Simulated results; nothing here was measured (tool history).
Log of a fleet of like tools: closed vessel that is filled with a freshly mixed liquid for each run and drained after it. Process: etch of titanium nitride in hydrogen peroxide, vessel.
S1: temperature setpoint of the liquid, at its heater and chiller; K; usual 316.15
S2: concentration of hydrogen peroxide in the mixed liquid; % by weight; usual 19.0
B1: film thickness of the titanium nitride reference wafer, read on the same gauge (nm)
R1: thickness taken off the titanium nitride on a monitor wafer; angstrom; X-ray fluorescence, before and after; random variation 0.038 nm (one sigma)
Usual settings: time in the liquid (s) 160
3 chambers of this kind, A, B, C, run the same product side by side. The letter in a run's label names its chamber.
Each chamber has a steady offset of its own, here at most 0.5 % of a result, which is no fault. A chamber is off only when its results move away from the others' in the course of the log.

{"run": "1C", "hour": 5.3, "S1": 316.15, "S2": 19.0, "time in the liquid (s)": 160, "B1": 69.984, "R1": 61.848}
{"run": "2A", "hour": 14.3, "S1": 316.15, "S2": 19.0, "time in the liquid (s)": 160, "B1": 69.983, "R1": 61.637}
{"run": "3B", "hour": 20.5, "S1": 316.15, "S2": 19.0, "time in the liquid (s)": 160, "B1": 70.004, "R1": 62.412}
{"run": "4B", "hour": 29.2, "S1": 316.15, "S2": 19.0, "time in the liquid (s)": 160, "B1": 70.005, "R1": 62.648}
{"run": "5A", "hour": 36.2, "S1": 316.15, "S2": 19.0, "time in the liquid (s)": 160, "B1": 69.993, "R1": 61.843}
{"run": "6C", "hour": 44.0, "S1": 316.15, "S2": 19.0, "time in the liquid (s)": 160, "B1": 69.992, "R1": 62.393}
{"hour": 49.6, "done": "chamber A: thermometer replaced"}
{"run": "7C", "hour": 52.7, "S1": 316.15, "S2": 19.0, "time in the liquid (s)": 160, "B1": 70.013, "R1": 62.456}
{"run": "8A", "hour": 62.5, "S1": 316.15, "S2": 19.0, "time in the liquid (s)": 160, "B1": 70.01, "R1": 61.772}
{"run": "9B", "hour": 69.2, "S1": 316.15, "S2": 19.0, "time in the liquid (s)": 160, "B1": 70.0, "R1": 62.49}
{"run": "10A", "hour": 74.1, "S1": 316.15, "S2": 19.0, "time in the liquid (s)": 160, "B1": 69.989, "R1": 61.948}
{"run": "11B", "hour": 80.5, "S1": 316.15, "S2": 19.0, "time in the liquid (s)": 160, "B1": 69.986, "R1": 62.572}
{"run": "12C", "hour": 86.4, "S1": 316.15, "S2": 19.0, "time in the liquid (s)": 90, "B1": 69.994, "R1": 35.148}
{"run": "13B", "hour": 91.5, "S1": 316.15, "S2": 19.0, "time in the liquid (s)": 90, "B1": 70.006, "R1": 34.845}
{"run": "14A", "hour": 98.3, "S1": 316.15, "S2": 19.0, "time in the liquid (s)": 90, "B1": 69.995, "R1": 35.065}
{"hour": 99.4, "done": "chamber B: peroxide flow meter replaced"}
{"run": "15C", "hour": 102.8, "S1": 311.15, "S2": 19.0, "time in the liquid (s)": 115, "B1": 70.001, "R1": 30.589}
{"run": "16A", "hour": 109.1, "S1": 311.15, "S2": 19.0, "time in the liquid (s)": 115, "B1": 69.993, "R1": 30.133}
{"run": "17C", "hour": 114.8, "S1": 311.15, "S2": 19.0, "time in the liquid (s)": 115, "B1": 70.001, "R1": 30.156}
{"run": "18B", "hour": 120.2, "S1": 316.15, "S2": 19.0, "time in the liquid (s)": 160, "B1": 69.994, "R1": 62.615}
{"run": "19B", "hour": 124.8, "S1": 316.15, "S2": 19.0, "time in the liquid (s)": 225, "B1": 70.023, "R1": 87.264}
{"run": "20C", "hour": 131.9, "S1": 316.15, "S2": 19.0, "time in the liquid (s)": 225, "B1": 70.015, "R1": 86.34}
{"hour": 135.8, "done": "chamber A: peroxide flow meter replaced"}
{"run": "21A", "hour": 137.7, "S1": 316.15, "S2": 19.0, "time in the liquid (s)": 225, "B1": 69.978, "R1": 87.179}
{"run": "22C", "hour": 145.2, "S1": 316.15, "S2": 19.0, "time in the liquid (s)": 160, "B1": 70.007, "R1": 62.46}
{"run": "23B", "hour": 153.9, "S1": 316.15, "S2": 19.0, "time in the liquid (s)": 160, "B1": 70.012, "R1": 62.695}
{"run": "24A", "hour": 160.2, "S1": 316.15, "S2": 19.0, "time in the liquid (s)": 160, "B1": 70.008, "R1": 61.887}
{"run": "25C", "hour": 168.5, "S1": 316.15, "S2": 19.0, "time in the liquid (s)": 160, "B1": 69.993, "R1": 62.302}
{"run": "26B", "hour": 173.5, "S1": 316.15, "S2": 19.0, "time in the liquid (s)": 160, "B1": 70.006, "R1": 61.846}
{"hour": 178.8, "done": "chamber A: new drum of peroxide connected"}
{"run": "27A", "hour": 181.3, "S1": 310.65, "S2": 19.0, "time in the liquid (s)": 120, "B1": 70.01, "R1": 30.254}
{"run": "28B", "hour": 188.5, "S1": 310.65, "S2": 19.0, "time in the liquid (s)": 120, "B1": 70.007, "R1": 30.791}
{"run": "29C", "hour": 196.6, "S1": 310.65, "S2": 19.0, "time in the liquid (s)": 120, "B1": 69.982, "R1": 30.339}
{"run": "30A", "hour": 203.7, "S1": 316.15, "S2": 19.0, "time in the liquid (s)": 160, "B1": 69.988, "R1": 62.122}
{"run": "31C", "hour": 209.4, "S1": 316.15, "S2": 19.0, "time in the liquid (s)": 160, "B1": 70.002, "R1": 61.788}
{"run": "32A", "hour": 217.5, "S1": 325.15, "S2": 16.5, "time in the liquid (s)": 160, "B1": 69.996, "R1": 116.76}
{"run": "33B", "hour": 226.4, "S1": 325.15, "S2": 16.5, "time in the liquid (s)": 160, "B1": 70.019, "R1": 116.7}
{"run": "34A", "hour": 234.6, "S1": 325.15, "S2": 16.5, "time in the liquid (s)": 160, "B1": 70.003, "R1": 116.62}
{"run": "35B", "hour": 241.4, "S1": 316.15, "S2": 19.0, "time in the liquid (s)": 160, "B1": 69.997, "R1": 61.839}
{"run": "36C", "hour": 246.4, "S1": 316.15, "S2": 19.0, "time in the liquid (s)": 160, "B1": 70.01, "R1": 61.762}
{"run": "37B", "hour": 252.4, "S1": 316.15, "S2": 19.0, "time in the liquid (s)": 160, "B1": 69.998, "R1": 62.217}

Is one chamber off against the others, does the gauge drift, or is nothing wrong? If a chamber is off, say which, and what the likeliest cause is.

No chamber stands off beyond its own small offset, and the gauge holds steady.
